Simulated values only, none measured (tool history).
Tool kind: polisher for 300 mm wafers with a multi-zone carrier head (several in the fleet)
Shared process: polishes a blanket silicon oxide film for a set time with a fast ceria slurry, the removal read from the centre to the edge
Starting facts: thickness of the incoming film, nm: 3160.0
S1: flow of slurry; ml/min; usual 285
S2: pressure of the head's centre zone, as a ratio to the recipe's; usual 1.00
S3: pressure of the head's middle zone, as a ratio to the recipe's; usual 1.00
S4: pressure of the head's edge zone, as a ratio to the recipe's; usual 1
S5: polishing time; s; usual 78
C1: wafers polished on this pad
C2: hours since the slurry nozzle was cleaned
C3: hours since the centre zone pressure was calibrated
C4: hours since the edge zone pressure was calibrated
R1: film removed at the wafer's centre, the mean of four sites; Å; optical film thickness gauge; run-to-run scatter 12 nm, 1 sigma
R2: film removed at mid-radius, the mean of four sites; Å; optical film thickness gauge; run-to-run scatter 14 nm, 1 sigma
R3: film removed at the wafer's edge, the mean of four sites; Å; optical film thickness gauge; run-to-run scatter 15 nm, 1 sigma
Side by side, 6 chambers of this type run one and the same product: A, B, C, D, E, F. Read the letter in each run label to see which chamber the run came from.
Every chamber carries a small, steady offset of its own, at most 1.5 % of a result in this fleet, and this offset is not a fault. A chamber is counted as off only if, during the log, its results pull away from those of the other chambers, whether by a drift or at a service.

{"hour": 3.1, "done": "chamber F: worn pad replaced by a new one"}
{"run": "1B", "hour": 13.4, "S1": 285, "S2": 1.0, "S3": 1.0, "S4": 1, "S5": 78, "C1": 207, "C2": 309.5, "C3": 58.7, "C4": 221.8, "R1": 10861.0, "R2": 10903.0, "R3": 10983.0}
{"hour": 17.6, "done": "chamber C: worn pad replaced by a new one"}
{"run": "2D", "hour": 20.5, "S1": 285, "S2": 1.0, "S3": 1.0, "S4": 1, "S5": 78, "C1": 696, "C2": 177.3, "C3": 1001.0, "C4": 429.7, "R1": 11101.0, "R2": 10949.0, "R3": 10881.0}
{"run": "3A", "hour": 33.2, "S1": 285, "S2": 1.0, "S3": 1.0, "S4": 1, "S5": 78, "C1": 694, "C2": 202.0, "C3": 1143.5, "C4": 1229.7, "R1": 11065.0, "R2": 11013.0, "R3": 10885.0}
{"run": "4F", "hour": 45.8, "S1": 285, "S2": 1.0, "S3": 1.0, "S4": 1, "S5": 78, "C1": 469, "C2": 212.3, "C3": 935.4, "C4": 701.6, "R1": 11008.0, "R2": 11169.0, "R3": 11008.0}
{"hour": 52.7, "done": "chamber D: worn pad replaced by a new one"}
{"run": "5C", "hour": 55.5, "S1": 285, "S2": 1.0, "S3": 1.0, "S4": 1, "S5": 78, "C1": 416, "C2": 263.7, "C3": 608.5, "C4": 370.7, "R1": 11013.0, "R2": 11089.0, "R3": 10689.0}
{"hour": 57.2, "done": "chamber A: worn pad replaced by a new one"}
{"run": "6E", "hour": 66.1, "S1": 285, "S2": 1.0, "S3": 1.0, "S4": 1, "S5": 78, "C1": 773, "C2": 462.5, "C3": 349.2, "C4": 609.5, "R1": 10875.0, "R2": 10691.0, "R3": 11059.0}
{"run": "7A", "hour": 74.5, "S1": 285, "S2": 1.0, "S3": 1.0, "S4": 1, "S5": 78, "C1": 190, "C2": 243.3, "C3": 1184.8, "C4": 1271.0, "R1": 11006.0, "R2": 10977.0, "R3": 10964.0}
{"hour": 82.2, "done": "chamber E: worn pad replaced by a new one"}
{"run": "8B", "hour": 85.7, "S1": 285, "S2": 1.0, "S3": 1.0, "S4": 1, "S5": 78, "C1": 1000, "C2": 381.8, "C3": 131.0, "C4": 294.1, "R1": 10781.0, "R2": 10762.0, "R3": 10836.0}
{"hour": 88.4, "done": "chamber F: worn pad replaced by a new one"}
{"hour": 90.1, "done": "chamber B: worn pad replaced by a new one"}
{"run": "9F", "hour": 97.7, "S1": 285, "S2": 1.0, "S3": 1.0, "S4": 1, "S5": 78, "C1": 102, "C2": 264.2, "C3": 987.3, "C4": 753.5, "R1": 10599.0, "R2": 11246.0, "R3": 10806.0}
{"hour": 100.5, "done": "chamber C: slurry nozzle cleaned"}
{"hour": 101.0, "done": "chamber D: centre zone pressure recalibrated"}
{"hour": 101.3, "done": "chamber D: edge zone pressure recalibrated"}
{"run": "10C", "hour": 106.7, "S1": 350, "S2": 1.0, "S3": 1.0, "S4": 1, "S5": 78, "C1": 977, "C2": 6.2, "C3": 659.7, "C4": 421.9, "R1": 11470.0, "R2": 11111.0, "R3": 11087.0}
{"run": "11E", "hour": 117.7, "S1": 350, "S2": 1.0, "S3": 1.0, "S4": 1, "S5": 78, "C1": 390, "C2": 514.1, "C3": 400.8, "C4": 661.1, "R1": 11037.0, "R2": 11055.0, "R3": 11127.0}
{"run": "12D", "hour": 125.2, "S1": 350, "S2": 1.0, "S3": 1.0, "S4": 1, "S5": 78, "C1": 796, "C2": 282.0, "C3": 24.3, "C4": 23.9, "R1": 11408.0, "R2": 11205.0, "R3": 11370.0}
{"run": "13F", "hour": 132.6, "S1": 350, "S2": 1.0, "S3": 1.0, "S4": 1, "S5": 78, "C1": 485, "C2": 299.1, "C3": 1022.2, "C4": 788.4, "R1": 10962.0, "R2": 11204.0, "R3": 11044.0}
{"hour": 137.8, "done": "chamber C: worn pad replaced by a new one"}
{"run": "14D", "hour": 144.7, "S1": 350, "S2": 1.0, "S3": 1.0, "S4": 1, "S5": 78, "C1": 1010, "C2": 301.5, "C3": 43.8, "C4": 43.4, "R1": 11235.0, "R2": 11342.0, "R3": 11504.0}
{"hour": 148.3, "done": "chamber C: edge zone pressure recalibrated"}
{"hour": 148.3, "done": "chamber D: worn pad replaced by a new one"}
{"run": "15C", "hour": 151.2, "S1": 350, "S2": 1.0, "S3": 1.0, "S4": 1, "S5": 78, "C1": 147, "C2": 50.7, "C3": 704.2, "C4": 2.9, "R1": 11460.0, "R2": 11298.0, "R3": 11407.0}
{"hour": 152.7, "done": "chamber A: worn pad replaced by a new one"}
{"hour": 159.2, "done": "chamber B: slurry nozzle cleaned"}
{"run": "16A", "hour": 164.4, "S1": 285, "S2": 1.0, "S3": 1.0, "S4": 1, "S5": 78, "C1": 129, "C2": 333.2, "C3": 1274.7, "C4": 1360.9, "R1": 11063.0, "R2": 10937.0, "R3": 11153.0}
{"hour": 165.0, "done": "chamber F: slurry nozzle cleaned"}
{"hour": 166.9, "done": "chamber E: worn pad replaced by a new one"}
{"hour": 168.4, "done": "chamber F: worn pad replaced by a new one"}
{"run": "17B", "hour": 171.6, "S1": 285, "S2": 1.0, "S3": 1.0, "S4": 1, "S5": 78, "C1": 894, "C2": 12.5, "C3": 216.9, "C4": 380.0, "R1": 11127.0, "R2": 11061.0, "R3": 11016.0}
{"hour": 178.5, "done": "chamber F: centre zone pressure recalibrated"}
{"run": "18E", "hour": 182.5, "S1": 285, "S2": 1.0, "S3": 1.0, "S4": 1, "S5": 78, "C1": 171, "C2": 578.9, "C3": 465.6, "C4": 725.9, "R1": 11125.0, "R2": 10956.0, "R3": 10960.0}
{"hour": 185.4, "done": "chamber B: worn pad replaced by a new one"}
{"hour": 190.5, "done": "chamber A: edge zone pressure recalibrated"}
{"run": "19D", "hour": 191.3, "S1": 285, "S2": 1.0, "S3": 1.0, "S4": 1, "S5": 78, "C1": 472, "C2": 348.1, "C3": 90.4, "C4": 90.0, "R1": 10998.0, "R2": 10992.0, "R3": 11128.0}
{"run": "20A", "hour": 204.6, "S1": 285, "S2": 1.0, "S3": 1.0, "S4": 1, "S5": 78, "C1": 570, "C2": 373.4, "C3": 1314.9, "C4": 14.2, "R1": 10955.0, "R2": 11165.0, "R3": 11140.0}
{"hour": 211.3, "done": "chamber E: edge zone pressure recalibrated"}
{"run": "21C", "hour": 216.3, "S1": 285, "S2": 1.0, "S3": 1.0, "S4": 1, "S5": 78, "C1": 861, "C2": 115.8, "C3": 769.3, "C4": 68.0, "R1": 11043.0, "R2": 11486.0, "R3": 11166.0}
{"hour": 223.3, "done": "chamber D: worn pad replaced by a new one"}
{"run": "22F", "hour": 226.1, "S1": 285, "S2": 1.0, "S3": 1.0, "S4": 1, "S5": 78, "C1": 633, "C2": 61.2, "C3": 47.6, "C4": 881.9, "R1": 11134.0, "R2": 10873.0, "R3": 10931.0}
{"hour": 230.6, "done": "chamber A: worn pad replaced by a new one"}
{"hour": 234.3, "done": "chamber A: centre zone pressure recalibrated"}
{"run": "23B", "hour": 234.8, "S1": 285, "S2": 1.0, "S3": 1.0, "S4": 1, "S5": 78, "C1": 542, "C2": 75.7, "C3": 280.1, "C4": 443.2, "R1": 10833.0, "R2": 10941.0, "R3": 10823.0}
{"run": "24E", "hour": 248.5, "S1": 285, "S2": 1.0, "S3": 1.0, "S4": 1, "S5": 78, "C1": 896, "C2": 644.9, "C3": 531.6, "C4": 37.3, "R1": 10867.0, "R2": 10798.0, "R3": 11081.0}
{"hour": 250.7, "done": "chamber F: worn pad replaced by a new one"}
{"run": "25C", "hour": 262.5, "S1": 375, "S2": 0.95, "S3": 1.0, "S4": 1, "S5": 78, "C1": 1368, "C2": 162.0, "C3": 815.5, "C4": 114.2, "R1": 10471.0, "R2": 11562.0, "R3": 10923.0}
{"hour": 269.6, "done": "chamber E: worn pad replaced by a new one"}
{"run": "26D", "hour": 273.2, "S1": 375, "S2": 0.95, "S3": 1.0, "S4": 1, "S5": 78, "C1": 548, "C2": 430.0, "C3": 172.3, "C4": 171.9, "R1": 10967.0, "R2": 11241.0, "R3": 11202.0}
{"hour": 277.1, "done": "chamber B: worn pad replaced by a new one"}
{"hour": 277.3, "done": "chamber C: worn pad replaced by a new one"}
{"run": "27B", "hour": 280.8, "S1": 375, "S2": 0.95, "S3": 1.0, "S4": 1, "S5": 78, "C1": 41, "C2": 121.7, "C3": 326.1, "C4": 489.2, "R1": 10728.0, "R2": 11306.0, "R3": 11004.0}
{"hour": 288.8, "done": "chamber E: slurry nozzle cleaned"}
{"run": "28F", "hour": 291.9, "S1": 375, "S2": 0.95, "S3": 1.0, "S4": 1, "S5": 78, "C1": 453, "C2": 127.0, "C3": 113.4, "C4": 947.7, "R1": 10880.0, "R2": 11434.0, "R3": 11275.0}
{"hour": 299.0, "done": "chamber A: slurry nozzle cleaned"}
{"run": "29A", "hour": 300.8, "S1": 375, "S2": 0.95, "S3": 1.0, "S4": 1, "S5": 78, "C1": 770, "C2": 1.9, "C3": 66.5, "C4": 110.4, "R1": 10495.0, "R2": 11316.0, "R3": 11392.0}
{"hour": 308.4, "done": "chamber A: worn pad replaced by a new one"}
{"run": "30E", "hour": 311.3, "S1": 375, "S2": 0.95, "S3": 1.0, "S4": 1, "S5": 78, "C1": 458, "C2": 22.6, "C3": 594.4, "C4": 100.1, "R1": 10624.0, "R2": 11066.0, "R3": 11071.0}
{"hour": 312.1, "done": "chamber D: worn pad replaced by a new one"}
{"hour": 315.3, "done": "chamber B: centre zone pressure recalibrated"}
{"run": "31A", "hour": 323.1, "S1": 285, "S2": 1.04, "S3": 1.0, "S4": 1, "S5": 66, "C1": 161, "C2": 24.2, "C3": 88.8, "C4": 132.7, "R1": 9761.4, "R2": 9291.1, "R3": 9127.7}
{"run": "32D", "hour": 331.9, "S1": 285, "S2": 1.04, "S3": 1.0, "S4": 1, "S5": 66, "C1": 218, "C2": 488.7, "C3": 231.0, "C4": 230.6, "R1": 9729.7, "R2": 9520.6, "R3": 9504.9}
{"run": "33F", "hour": 341.2, "S1": 285, "S2": 1.04, "S3": 1.0, "S4": 1, "S5": 66, "C1": 993, "C2": 176.3, "C3": 162.7, "C4": 997.0, "R1": 9589.8, "R2": 9187.1, "R3": 9350.1}
{"hour": 343.2, "done": "chamber F: worn pad replaced by a new one"}
{"run": "34E", "hour": 350.9, "S1": 285, "S2": 1.04, "S3": 1.0, "S4": 1, "S5": 66, "C1": 892, "C2": 62.2, "C3": 634.0, "C4": 139.7, "R1": 9487.6, "R2": 9340.6, "R3": 9419.0}
{"hour": 359.2, "done": "chamber E: centre zone pressure recalibrated"}
{"run": "35B", "hour": 359.2, "S1": 285, "S2": 1.04, "S3": 1.0, "S4": 1, "S5": 66, "C1": 901, "C2": 200.1, "C3": 43.9, "C4": 567.6, "R1": 9682.7, "R2": 9415.4, "R3": 9320.9}
{"run": "36C", "hour": 368.6, "S1": 285, "S2": 1.04, "S3": 1.0, "S4": 1, "S5": 66, "C1": 1001, "C2": 268.1, "C3": 921.6, "C4": 220.3, "R1": 9698.1, "R2": 9239.7, "R3": 9323.6}
{"hour": 370.8, "done": "chamber E: worn pad replaced by a new one"}
{"run": "37E", "hour": 375.5, "S1": 285, "S2": 1.06, "S3": 1.05, "S4": 1, "S5": 78, "C1": 52, "C2": 86.8, "C3": 16.4, "C4": 164.3, "R1": 11580.0, "R2": 11552.0, "R3": 11131.0}
{"run": "38C", "hour": 387.4, "S1": 285, "S2": 1.06, "S3": 1.05, "S4": 1, "S5": 78, "C1": 1208, "C2": 286.9, "C3": 940.4, "C4": 239.1, "R1": 11667.0, "R2": 11519.0, "R3": 10872.0}
{"hour": 388.1, "done": "chamber B: worn pad replaced by a new one"}
{"run": "39B", "hour": 396.6, "S1": 285, "S2": 1.06, "S3": 1.05, "S4": 1, "S5": 78, "C1": 93, "C2": 237.5, "C3": 81.3, "C4": 605.0, "R1": 11829.0, "R2": 11390.0, "R3": 10863.0}
{"hour": 397.5, "done": "chamber A: worn pad replaced by a new one"}
{"hour": 401.8, "done": "chamber D: worn pad replaced by a new one"}
{"run": "40A", "hour": 407.3, "S1": 285, "S2": 1.06, "S3": 1.05, "S4": 1, "S5": 78, "C1": 108, "C2": 108.4, "C3": 173.0, "C4": 216.9, "R1": 11811.0, "R2": 11519.0, "R3": 10713.0}
{"hour": 417.6, "done": "chamber F: worn pad replaced by a new one"}
{"run": "41D", "hour": 419.1, "S1": 285, "S2": 1.06, "S3": 1.05, "S4": 1, "S5": 78, "C1": 190, "C2": 575.9, "C3": 318.2, "C4": 317.8, "R1": 11415.0, "R2": 11469.0, "R3": 11054.0}
{"run": "42F", "hour": 432.1, "S1": 285, "S2": 1.06, "S3": 1.05, "S4": 1, "S5": 78, "C1": 160, "C2": 267.2, "C3": 253.6, "C4": 1087.9, "R1": 11813.0, "R2": 11604.0, "R3": 11053.0}

Has any chamber moved away from the others, gradually or after a service, or does the common gauge drift, or do the chambers differ only by their own small steady offsets? State the chamber and the most likely cause if one applies.

Neither any chamber nor the gauge drifts; the chambers differ only by their own small, steady offsets.

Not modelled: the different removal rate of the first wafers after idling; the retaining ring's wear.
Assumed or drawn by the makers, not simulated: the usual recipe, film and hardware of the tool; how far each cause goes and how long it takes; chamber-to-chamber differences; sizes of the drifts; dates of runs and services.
